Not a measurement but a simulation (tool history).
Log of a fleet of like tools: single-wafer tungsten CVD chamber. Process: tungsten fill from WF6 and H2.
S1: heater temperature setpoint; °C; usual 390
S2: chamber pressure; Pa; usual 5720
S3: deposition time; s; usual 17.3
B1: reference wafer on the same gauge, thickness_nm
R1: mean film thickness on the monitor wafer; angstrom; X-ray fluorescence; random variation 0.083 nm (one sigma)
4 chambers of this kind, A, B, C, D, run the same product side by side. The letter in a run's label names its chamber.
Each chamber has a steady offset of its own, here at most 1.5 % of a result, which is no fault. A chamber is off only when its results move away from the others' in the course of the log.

{"run": "1C", "hour": 5.4, "S1": 390, "S2": 5720, "S3": 17.3, "B1": 59.0, "R1": 497.41}
{"run": "2D", "hour": 10.0, "S1": 390, "S2": 5720, "S3": 17.3, "B1": 59.03, "R1": 495.61}
{"run": "3A", "hour": 19.1, "S1": 390, "S2": 5720, "S3": 17.3, "B1": 59.032, "R1": 492.55}
{"run": "4B", "hour": 25.5, "S1": 390, "S2": 5720, "S3": 17.3, "B1": 59.056, "R1": 490.69}
{"run": "5A", "hour": 30.1, "S1": 390, "S2": 5720, "S3": 17.3, "B1": 59.059, "R1": 492.74}
{"run": "6C", "hour": 34.3, "S1": 390, "S2": 5720, "S3": 17.3, "B1": 59.089, "R1": 496.85}
{"run": "7B", "hour": 42.6, "S1": 390, "S2": 5720, "S3": 17.3, "B1": 59.083, "R1": 491.5}
{"run": "8D", "hour": 48.7, "S1": 390, "S2": 5720, "S3": 17.3, "B1": 59.108, "R1": 493.22}
{"run": "9B", "hour": 55.4, "S1": 399, "S2": 5720, "S3": 15.9, "B1": 59.102, "R1": 534.85}
{"run": "10D", "hour": 63.7, "S1": 399, "S2": 5720, "S3": 15.9, "B1": 59.131, "R1": 536.65}
{"run": "11C", "hour": 73.0, "S1": 399, "S2": 5720, "S3": 15.9, "B1": 59.161, "R1": 540.85}
{"run": "12A", "hour": 80.4, "S1": 399, "S2": 5720, "S3": 15.9, "B1": 59.169, "R1": 539.14}
{"run": "13B", "hour": 88.0, "S1": 390, "S2": 7026, "S3": 19.5, "B1": 59.184, "R1": 609.64}
{"run": "14C", "hour": 95.5, "S1": 390, "S2": 7026, "S3": 19.5, "B1": 59.227, "R1": 618.58}
{"run": "15D", "hour": 102.1, "S1": 390, "S2": 7026, "S3": 19.5, "B1": 59.179, "R1": 613.04}
{"run": "16A", "hour": 109.8, "S1": 390, "S2": 7026, "S3": 19.5, "B1": 59.206, "R1": 614.22}
{"run": "17C", "hour": 115.1, "S1": 390, "S2": 5720, "S3": 17.3, "B1": 59.215, "R1": 498.28}
{"hour": 116.9, "done": "chamber D: capacitance manometer re-zeroed and calibrated"}
{"run": "18B", "hour": 120.9, "S1": 390, "S2": 5720, "S3": 17.3, "B1": 59.246, "R1": 492.41}
{"run": "19D", "hour": 126.4, "S1": 390, "S2": 5720, "S3": 17.3, "B1": 59.265, "R1": 494.17}
{"run": "20A", "hour": 134.6, "S1": 390, "S2": 5720, "S3": 17.3, "B1": 59.287, "R1": 494.98}
{"run": "21B", "hour": 141.5, "S1": 390, "S2": 5720, "S3": 17.3, "B1": 59.316, "R1": 492.49}
{"run": "22A", "hour": 145.9, "S1": 390, "S2": 5720, "S3": 17.3, "B1": 59.283, "R1": 494.33}
{"run": "23D", "hour": 152.7, "S1": 385, "S2": 5720, "S3": 17.3, "B1": 59.329, "R1": 451.08}
{"run": "24C", "hour": 162.0, "S1": 385, "S2": 5720, "S3": 17.3, "B1": 59.329, "R1": 453.27}
{"run": "25D", "hour": 167.1, "S1": 385, "S2": 5720, "S3": 17.3, "B1": 59.361, "R1": 449.68}
{"run": "26B", "hour": 176.2, "S1": 385, "S2": 5720, "S3": 17.3, "B1": 59.354, "R1": 445.74}
{"run": "27A", "hour": 184.5, "S1": 390, "S2": 5720, "S3": 17.3, "B1": 59.374, "R1": 496.66}
{"run": "28C", "hour": 189.8, "S1": 390, "S2": 5720, "S3": 17.3, "B1": 59.366, "R1": 499.74}
{"run": "29C", "hour": 198.9, "S1": 390, "S2": 5720, "S3": 17.3, "B1": 59.399, "R1": 499.27}

What goes on in this fleet: one chamber off, a drifting gauge, or nothing beyond the chambers' own small offsets? Name the chamber and the cause, if any.

The gauge drifts, so all chambers seem to drift together. No chamber is off.
Cause: gauge reads high (%) = 0.703.
